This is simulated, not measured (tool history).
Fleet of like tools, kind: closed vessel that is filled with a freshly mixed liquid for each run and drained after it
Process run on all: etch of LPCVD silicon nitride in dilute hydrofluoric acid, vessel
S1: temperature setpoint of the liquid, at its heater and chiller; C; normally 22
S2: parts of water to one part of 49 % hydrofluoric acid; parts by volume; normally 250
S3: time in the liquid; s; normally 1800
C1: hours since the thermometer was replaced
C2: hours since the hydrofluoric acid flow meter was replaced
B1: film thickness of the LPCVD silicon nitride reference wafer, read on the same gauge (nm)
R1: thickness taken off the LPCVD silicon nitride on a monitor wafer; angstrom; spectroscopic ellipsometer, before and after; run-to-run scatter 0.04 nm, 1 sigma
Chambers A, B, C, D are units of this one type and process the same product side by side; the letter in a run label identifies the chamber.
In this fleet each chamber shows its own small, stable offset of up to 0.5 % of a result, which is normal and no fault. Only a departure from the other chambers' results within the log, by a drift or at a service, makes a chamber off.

| run | hour | S1 | S2 | S3 | C1 | C2 | B1 | R1 |
|---|---|---|---|---|---|---|---|---|
| 1C | 2.8 | 22 | 250 | 1800 | 1492.4 | 767.0 | 89.982 | 29.842 |
| 2B | 5.1 | 22 | 250 | 1800 | 60.8 | 106.8 | 90.012 | 29.452 |
| 3D | 8.7 | 22 | 250 | 1800 | 55.0 | 1083.3 | 90.003 | 30.028 |
| 4A | 12.8 | 22 | 250 | 1800 | 768.6 | 382.4 | 89.991 | 29.992 |
| 5A | 16.6 | 22 | 250 | 1800 | 772.4 | 386.2 | 89.979 | 29.424 |
| 6C | 18.6 | 22 | 250 | 1800 | 1508.2 | 782.8 | 90.013 | 30.488 |
| 7B | 20.9 | 22 | 250 | 1800 | 76.6 | 122.6 | 90.006 | 29.663 |
| 8D | 23.9 | 22 | 250 | 1800 | 70.2 | 1098.5 | 89.986 | 30.345 |
| 9A | 27.0 | 22 | 250 | 1800 | 782.8 | 396.6 | 89.993 | 30.112 |
| 10B | 29.3 | 22 | 165 | 1195 | 85.0 | 131.0 | 89.985 | 28.474 |
| 11C | 31.4 | 22 | 165 | 1195 | 1521.0 | 795.6 | 89.994 | 29.522 |
| 12D | 34.9 | 22 | 165 | 1195 | 81.2 | 1109.5 | 90.014 | 29.731 |
| 13B | 38.7 | 22 | 165 | 1195 | 94.4 | 140.4 | 89.986 | 29.632 |
| 14A | 41.4 | 22 | 250 | 1800 | 797.2 | 411.0 | 89.997 | 31.012 |
| 15C | 44.8 | 17 | 250 | 1235 | 1534.4 | 809.0 | 89.991 | 14.559 |
| 16D | 46.8 | 17 | 250 | 1235 | 93.1 | 1121.4 | 90.011 | 14.608 |
| 17C | 49.0 | 17 | 250 | 1235 | 1538.6 | 813.2 | 89.995 | 14.951 |
| 18A | 53.0 | 17 | 250 | 1235 | 808.8 | 422.6 | 89.972 | 15.164 |
| 19D | 55.4 | 22 | 250 | 1800 | 101.7 | 1130.0 | 90.003 | 29.521 |
|  | 56.8 | chamber A: thermometer replaced |
| 20B | 57.9 | 22 | 250 | 1800 | 113.6 | 159.6 | 90.004 | 29.569 |
| 21D | 61.7 | 22 | 250 | 1800 | 108.0 | 1136.3 | 89.995 | 29.279 |
| 22C | 65.5 | 22 | 250 | 1800 | 1555.1 | 829.7 | 89.983 | 29.148 |
| 23B | 67.9 | 22 | 250 | 1800 | 123.6 | 169.6 | 89.994 | 28.887 |
| 24A | 71.5 | 22 | 250 | 1800 | 14.7 | 441.1 | 89.998 | 32.457 |
| 25B | 74.3 | 24 | 250 | 1800 | 130.0 | 176.0 | 89.993 | 32.972 |
| 26C | 76.2 | 24 | 250 | 1800 | 1565.8 | 840.4 | 89.988 | 33.337 |
| 27D | 79.0 | 24 | 250 | 1800 | 125.3 | 1153.6 | 90.014 | 32.896 |
| 28A | 83.2 | 24 | 250 | 1800 | 26.4 | 452.8 | 90.008 | 36.498 |
| 29B | 87.2 | 22 | 250 | 1800 | 142.9 | 188.9 | 89.989 | 29.043 |
| 30D | 89.3 | 22 | 250 | 1800 | 135.6 | 1163.9 | 89.980 | 29.986 |
| 31A | 91.9 | 22 | 250 | 1800 | 35.1 | 461.5 | 90.020 | 32.097 |
| 32C | 94.6 | 22 | 250 | 1800 | 1584.2 | 858.8 | 90.005 | 29.604 |

One chamber off, gauge drift, or nothing amiss beyond the chambers' own small offsets? If it is a chamber, which one, and what is the likeliest cause?

Chamber A drifts away from the others.
Most likely cause: hydrofluoric acid flow above the setpoint (%) = 11.5.

Here are 4 candidates for chamber A's next run, each the usual settings with a change, their results left as question marks. Which one brings its results back in line with what the others give on the usual settings?
To be in line, a result may differ from the other chambers' mean on the usual settings by at most: R1 1.400 angstrom
| 33A-1 | 97.8 | 22.5 | 235 | 1975 |  |  |  | ? |
| 33A-2 | 97.8 | 22.5 | 230 | 1800 |  |  |  | ? |
| 33A-3 | 97.8 | 20.5 | 250 | 1800 |  |  |  | ? |
| 33A-4 | 97.8 | 21.5 | 250 | 1530 |  |  |  | ? |

The mean the other chambers reach with the usual settings: R1 29.483 angstrom
| run | R1 |
|---|---|
| 33A-1 | 39.412 |
| 33A-2 | 36.686 |
| 33A-3 | 29.712 |
| 33A-4 | 26.938 |
Change 33A-3 lands the chamber within the allowed miss of the other chambers.
